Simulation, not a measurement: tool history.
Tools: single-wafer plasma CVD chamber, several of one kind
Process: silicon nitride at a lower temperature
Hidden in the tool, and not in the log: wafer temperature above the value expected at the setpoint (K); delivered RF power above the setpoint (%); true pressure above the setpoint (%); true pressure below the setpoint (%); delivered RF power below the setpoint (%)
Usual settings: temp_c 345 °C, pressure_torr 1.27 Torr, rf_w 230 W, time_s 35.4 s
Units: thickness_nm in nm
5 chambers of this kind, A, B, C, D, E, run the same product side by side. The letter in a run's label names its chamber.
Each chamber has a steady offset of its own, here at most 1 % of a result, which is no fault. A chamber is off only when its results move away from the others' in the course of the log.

run     day  temp_c  pressure_torr  rf_w  time_s  hours since the last thermocouple change  hours since the last RF generator calibration  hours since the last manometer calibration  read-back reference wafer on the same gauge, thickness_nm  thickness_nm
 1C   0.258     345           1.27   230    35.4                                    1080.1                                          998.3                                       430.5                                                     29.504        32.306
 2E   0.492     345           1.27   230    35.4                                     495.7                                         1921.8                                      1860.5                                                     29.493        32.573
 3D   1.012     345           1.27   230    35.4                                     425.3                                          996.2                                       556.7                                                     29.500        32.531
 4A   1.538     345           1.27   230    35.4                                    1995.8                                          149.5                                       653.9                                                     29.494        32.285
 5B   2.046     345           1.27   230    35.4                                     621.0                                         1158.1                                      2214.9                                                     29.498        32.020
      2.517  -- chamber B: capacitance manometer re-zeroed and calibrated
 6C   2.562     345           1.27   230    35.4                                    1135.4                                         1053.6                                       485.8                                                     29.506        32.298
 7D   2.850     345           1.39   210    35.4                                     469.4                                         1040.3                                       600.8                                                     29.509        31.286
 8A   3.325     345           1.39   210    35.4                                    2038.7                                          192.4                                       696.8                                                     29.510        31.082
      3.400  -- chamber E: RF generator calibrated
 9B   3.746     345           1.39   210    35.4                                     661.8                                         1198.9                                        29.5                                                     29.506        30.644
10E   4.221     345           1.39   210    35.4                                     585.2                                           19.7                                      1950.0                                                     29.511        31.354
11C   4.721     345           1.39   210    35.4                                    1187.2                                         1105.4                                       537.6                                                     29.508        30.888
12D   5.000     345           1.27   230    35.4                                     521.0                                         1091.9                                       652.4                                                     29.507        32.416
13B   5.279     345           1.27   230    35.4                                     698.6                                         1235.7                                        66.3                                                     29.505        32.129
14A   5.679     345           1.27   230    35.4                                    2095.2                                          248.9                                       753.3                                                     29.509        32.296
15E   6.167     345           1.27   230    35.4                                     631.9                                           66.4                                      1996.7                                                     29.505        32.704
16C   6.579     345           1.27   230    35.4                                    1231.8                                         1150.0                                       582.2                                                     29.500        32.301
17D   6.988     345           1.27   230    35.4                                     568.7                                         1139.6                                       700.1                                                     29.496        32.615
18E   7.317     345           1.27   230    35.4                                     659.5                                           94.0                                      2024.3                                                     29.514        32.565
19B   7.821     345           1.27   230    35.4                                     759.6                                         1296.7                                       127.3                                                     29.504        32.124
20A   8.217     345           1.27   230    35.4                                    2156.1                                          309.8                                       814.2                                                     29.499        32.106
21C   8.675     345           1.27   230    35.4                                    1282.1                                         1200.3                                       632.5                                                     29.490        32.246
22B   8.979     345           1.27   230    35.4                                     787.4                                         1324.5                                       155.1                                                     29.507        32.140
23E   9.500     345           1.27   230    35.4                                     711.9                                          146.4                                      2076.7                                                     29.498        32.694
24A   9.758     345           1.27   230    35.4                                    2193.1                                          346.8                                       851.2                                                     29.507        32.332
25D  10.150     345           1.27   230    35.4                                     644.6                                         1215.5                                       776.0                                                     29.505        32.579
26D  10.496     345           1.27   230    35.4                                     652.9                                         1223.8                                       784.3                                                     29.502        32.555
     10.725  -- chamber C: RF generator calibrated
27A  11.029     345           1.27   230    35.4                                    2223.6                                          377.3                                       881.7                                                     29.509        32.390
28E  11.288     345           1.27   230    35.4                                     754.8                                          189.3                                      2119.6                                                     29.502        32.672
29C  11.679     345           1.27   230    33.0                                    1354.2                                           23.0                                       704.6                                                     29.499        30.039
     11.817  -- chamber A: thermocouple changed; heater temperature recalibrated
30B  11.912     345           1.27   230    33.0                                     857.8                                         1394.9                                       225.5                                                     29.505        29.897
31D  12.358     345           1.27   230    33.0                                     697.6                                         1268.5                                       829.0                                                     29.510        30.327
32A  12.608     345           1.27   230    33.0                                      19.1                                          415.2                                       919.6                                                     29.495        30.106
33C  13.038     345           1.27   230    33.0                                    1386.8                                           55.6                                       737.2                                                     29.499        30.042
34B  13.292     345           1.27   230    35.4                                     890.9                                         1428.0                                       258.6                                                     29.505        32.110
35E  13.554     345           1.27   230    35.4                                     809.2                                          243.7                                      2174.0                                                     29.507        32.555
36A  13.888     336           1.27   230    32.6                                      49.8                                          445.9                                       950.3                                                     29.492        29.682
37D  14.288     336           1.27   230    32.6                                     743.9                                         1314.8                                       875.3                                                     29.497        30.177
38B  14.517     336           1.27   230    32.6                                     920.3                                         1457.4                                       288.0                                                     29.498        29.667
39C  14.875     336           1.27   230    32.6                                    1430.9                                           99.7                                       781.3                                                     29.503        29.749
40E  15.125     336           1.27   230    32.6                                     846.9                                          281.4                                      2211.7                                                     29.492        30.052
41D  15.475     345           1.27   230    35.4                                     772.4                                         1343.3                                       903.8                                                     29.502        32.613

All 5 chambers run these settings next. Forecast each chamber's results:
42A  15.854     354           1.27   230    35.4                                                                                                                                                                                                             ?
42B  15.854     354           1.27   230    35.4                                                                                                                                                                                                             ?
42C  15.854     354           1.27   230    35.4                                                                                                                                                                                                             ?
42D  15.854     354           1.27   230    35.4                                                                                                                                                                                                             ?
42E  15.854     354           1.27   230    35.4                                                                                                                                                                                                             ?

run  thickness_nm
42A        32.042
42B        32.086
42C        32.211
42D        32.424
42E        32.420
